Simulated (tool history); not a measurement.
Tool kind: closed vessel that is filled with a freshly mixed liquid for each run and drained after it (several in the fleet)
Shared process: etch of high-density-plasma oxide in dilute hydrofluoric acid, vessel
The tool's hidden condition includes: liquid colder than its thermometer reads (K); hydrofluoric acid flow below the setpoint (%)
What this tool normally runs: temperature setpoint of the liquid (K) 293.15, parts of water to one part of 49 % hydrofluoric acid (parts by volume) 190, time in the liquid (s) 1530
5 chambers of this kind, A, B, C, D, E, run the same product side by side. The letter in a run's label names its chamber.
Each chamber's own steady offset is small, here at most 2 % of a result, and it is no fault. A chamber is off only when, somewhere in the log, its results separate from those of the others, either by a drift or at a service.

run,day,temperature setpoint of the liquid (K),parts of water to one part of 49 % hydrofluoric acid (parts by volume),time in the liquid (s),hours since the thermometer was replaced,hours since the hydrofluoric acid flow meter was replaced,"read-back film thickness of the high-density-plasma oxide reference wafer, read on the same gauge (nm)",thickness taken off the high-density-plasma oxide on a monitor wafer (nm)
1A,0.125,293.15,190,1530,55.9,544.1,130.01,31.789
2B,0.242,293.15,190,1530,1252.2,1386.7,130.01,30.918
3D,0.429,293.15,190,1530,1779.0,437.1,130.02,31.568
4C,0.567,293.15,190,1530,1036.8,1168.4,130.01,31.221
5E,0.717,293.15,190,1530,446.9,824.1,129.98,30.738
6E,0.912,293.15,190,1530,451.6,828.8,130.04,31.182
7C,1.117,298.15,190,710,1050.0,1181.6,130.00,17.768
8D,1.267,298.15,190,710,1799.1,457.2,130.04,17.763
9A,1.417,298.15,190,710,86.9,575.1,130.04,17.831
10B,1.596,298.15,190,710,1284.7,1419.2,130.00,17.727
11A,1.779,298.15,190,710,95.6,583.8,130.00,17.722
12D,1.988,293.15,190,1530,1816.4,474.5,130.00,30.713
13C,2.150,293.15,190,1530,1074.8,1206.4,130.02,31.461
14B,2.362,293.15,190,1530,1303.1,1437.6,129.98,31.186
15E,2.558,293.15,190,1530,491.1,868.3,129.98,31.182
16E,2.771,291.15,190,635,496.2,873.4,129.95,11.893
17B,2.871,291.15,190,635,1315.3,1449.8,130.03,12.209
18A,2.979,291.15,190,635,124.4,612.6,130.05,12.091
19D,3.108,291.15,190,635,1843.3,501.4,129.98,12.176
20C,3.275,291.15,190,635,1101.8,1233.4,130.01,11.639
21B,3.488,293.15,190,1530,1330.1,1464.6,129.99,31.875
22C,3.662,293.15,190,1530,1111.1,1242.7,129.99,30.680
23A,3.796,293.15,190,1530,144.0,632.2,130.00,31.899
24D,3.896,293.15,190,1530,1862.2,520.3,130.00,31.352
25E,4.033,293.15,190,1530,526.5,903.7,129.99,31.302
26C,4.204,293.15,190,1530,1124.1,1255.7,130.03,30.903
27B,4.367,293.15,190,1530,1351.2,1485.7,130.01,31.551
28A,4.517,293.15,190,1530,161.3,649.5,129.97,31.722
29E,4.662,293.15,190,1530,541.6,918.8,130.00,30.924
30D,4.804,293.15,190,1530,1884.0,542.1,130.03,31.488
31D,5.021,291.15,190,1530,1889.2,547.3,129.99,28.734
32B,5.196,291.15,190,1530,1371.1,1505.6,130.01,29.784
33E,5.329,291.15,190,1530,557.6,934.8,130.02,28.847
34C,5.508,291.15,190,1530,1155.4,1287.0,130.01,27.550
35A,5.621,291.15,190,1530,187.8,676.0,129.97,28.845
36A,5.758,293.15,190,1530,191.1,679.3,130.01,31.731
37E,5.862,293.15,190,1530,570.4,947.6,130.00,30.699
38D,5.996,290.15,190,1530,1912.6,570.7,129.96,27.871
39B,6.212,290.15,190,1530,1395.5,1530.0,130.04,27.549
40C,6.417,290.15,190,1530,1177.2,1308.8,130.03,26.115
41B,6.625,290.15,190,1530,1405.4,1539.9,130.01,27.362
42D,6.738,290.15,190,1530,1930.4,588.5,130.01,28.226
43C,6.858,293.15,190,1530,1187.8,1319.4,130.00,28.843
44E,7.004,293.15,190,1530,597.8,975.0,130.02,31.008

One chamber off, gauge drift, or nothing amiss beyond the chambers' own small offsets? If it is a chamber, which one, and what is the likeliest cause?

It is chamber C that slowly wanders off from its peers.
Most likely cause: liquid colder than its thermometer reads (K) = 2.05.
It could be hard to tell apart here from: hydrofluoric acid flow below the setpoint (%).

Below are 4 candidate recipes for chamber C's next run, each the usual settings with a change, their results shown as question marks. Which of them brings C's results back in line with what the other chambers give on the usual settings?
In line means no further than this from the other chambers' mean on the usual settings: thickness taken off the high-density-plasma oxide on a monitor wafer (nm) 0.980
45C-1,7.158,293.15,190,1505,,,,?
45C-2,7.158,293.15,185,1530,,,,?
45C-3,7.158,293.15,185,1585,,,,?
45C-4,7.158,293.15,195,1470,,,,?

Other chambers, usual settings, mean: thickness taken off the high-density-plasma oxide on a monitor wafer (nm) 31.386
run,thickness taken off the high-density-plasma oxide on a monitor wafer (nm)
45C-1,28.503
45C-2,29.905
45C-3,30.980
45C-4,26.997
With 45C-3, the chamber falls back in line with the rest.
